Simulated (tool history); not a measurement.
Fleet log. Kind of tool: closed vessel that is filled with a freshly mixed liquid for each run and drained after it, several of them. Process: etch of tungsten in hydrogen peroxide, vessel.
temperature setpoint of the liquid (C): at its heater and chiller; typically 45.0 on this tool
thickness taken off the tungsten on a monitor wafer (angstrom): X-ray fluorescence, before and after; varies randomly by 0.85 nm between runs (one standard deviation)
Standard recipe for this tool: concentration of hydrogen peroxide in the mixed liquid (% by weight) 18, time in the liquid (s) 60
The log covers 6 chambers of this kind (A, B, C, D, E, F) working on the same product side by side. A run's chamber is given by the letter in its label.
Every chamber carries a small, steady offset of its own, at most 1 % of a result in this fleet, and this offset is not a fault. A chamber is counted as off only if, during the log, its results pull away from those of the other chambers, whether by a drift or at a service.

run,day,temperature setpoint of the liquid (C),concentration of hydrogen peroxide in the mixed liquid (% by weight),time in the liquid (s),hours since the thermometer was replaced,hours since the peroxide flow meter was replaced,hours since the drum of peroxide was connected,"read-back film thickness of the tungsten reference wafer, read on the same gauge (nm)",thickness taken off the tungsten on a monitor wafer (angstrom)
1B,0.496,45.0,18,60,1607.7,583.9,1173.5,99.959,1178.4
# day 0.746: chamber C: new drum of peroxide connected
2C,0.850,45.0,18,60,1683.4,446.3,2.6,99.960,1161.4
3F,1.117,45.0,18,60,48.9,401.6,1045.9,100.030,1159.3
4A,1.354,45.0,18,60,1100.8,489.5,316.5,100.010,1177.4
5E,1.721,45.0,18,60,1105.6,874.1,897.2,100.050,1169.9
6D,2.192,45.0,18,60,156.8,185.2,271.4,100.010,1157.1
# day 2.283: chamber B: new drum of peroxide connected
7E,2.650,45.0,18,60,1127.9,896.4,919.5,100.040,1159.6
8A,3.050,45.0,18,60,1141.5,530.2,357.2,99.975,1151.4
9B,3.504,45.0,18,60,1679.9,656.1,29.4,100.010,1180.8
10D,3.883,45.0,18,60,197.4,225.8,312.0,100.010,1157.3
11C,4.396,51.5,18,60,1768.5,531.4,87.7,99.944,1757.3
12F,4.729,51.5,18,60,135.6,488.3,1132.6,100.020,1758.0
# day 4.925: chamber C: thermometer replaced
13D,5.096,51.5,18,60,226.5,254.9,341.1,100.020,1740.2
14C,5.483,51.5,18,60,13.5,557.5,113.8,99.967,1738.0
15B,5.767,51.5,18,60,1734.2,710.4,83.7,99.955,1764.6
16E,6.117,51.5,18,60,1211.1,979.6,1002.7,99.971,1718.8
# day 6.212: chamber E: new drum of peroxide connected
17F,6.350,45.0,18,60,174.5,527.2,1171.5,99.993,1168.9
18A,6.850,45.0,18,60,1232.7,621.4,448.4,99.960,1161.2
19C,7.146,45.0,18,60,53.4,597.4,153.7,99.959,1173.8
20D,7.425,45.0,21,60,282.4,310.8,397.0,100.040,1258.6
21E,7.838,45.0,21,60,1252.4,1020.9,39.0,100.010,1274.1
22A,8.208,45.0,21,60,1265.3,654.0,481.0,99.994,1239.4
23B,8.450,45.0,21,60,1798.6,774.8,148.1,99.975,1263.8
24F,8.754,45.0,21,60,232.2,584.9,1229.2,100.060,1276.5
25A,9.104,45.0,21,60,1286.8,675.5,502.5,99.979,1247.6
26F,9.429,45.0,18,60,248.4,601.1,1245.4,99.988,1173.1
27B,9.696,45.0,18,60,1828.5,804.7,178.0,99.953,1191.0
28C,10.162,45.0,18,60,125.8,669.8,226.1,100.000,1181.6
29D,10.658,45.0,18,60,360.0,388.4,474.6,99.984,1155.6
30E,11.017,50.0,18,60,1328.7,1097.2,115.3,99.989,1588.9
31C,11.254,50.0,18,60,152.0,696.0,252.3,100.030,1588.4
32F,11.762,50.0,18,60,304.4,657.1,1301.4,100.020,1604.3
# day 12.158: chamber D: new drum of peroxide connected
33D,12.242,50.0,18,60,398.0,426.4,2.1,99.972,1601.4
34E,12.550,50.0,18,60,1365.5,1134.0,152.1,99.979,1600.0
35A,12.854,50.0,18,60,1376.8,765.5,592.5,100.020,1588.1
36B,13.158,45.0,18,60,1911.6,887.8,261.1,100.040,1174.9
37B,13.571,45.0,18,60,1921.5,897.7,271.0,100.030,1168.3
38E,14.038,45.0,18,60,1401.2,1169.7,187.8,99.949,1153.6
39A,14.421,45.0,18,60,1414.4,803.1,630.1,99.984,1143.8

Read the log: is a single chamber off, either drifting away or since a service, is the gauge that measures every chamber drifting, or is nothing wrong beyond small per-chamber offsets? Name any odd chamber and what most likely caused it.

All chambers stay in line apart from their small fixed offsets, and the gauge does not drift.
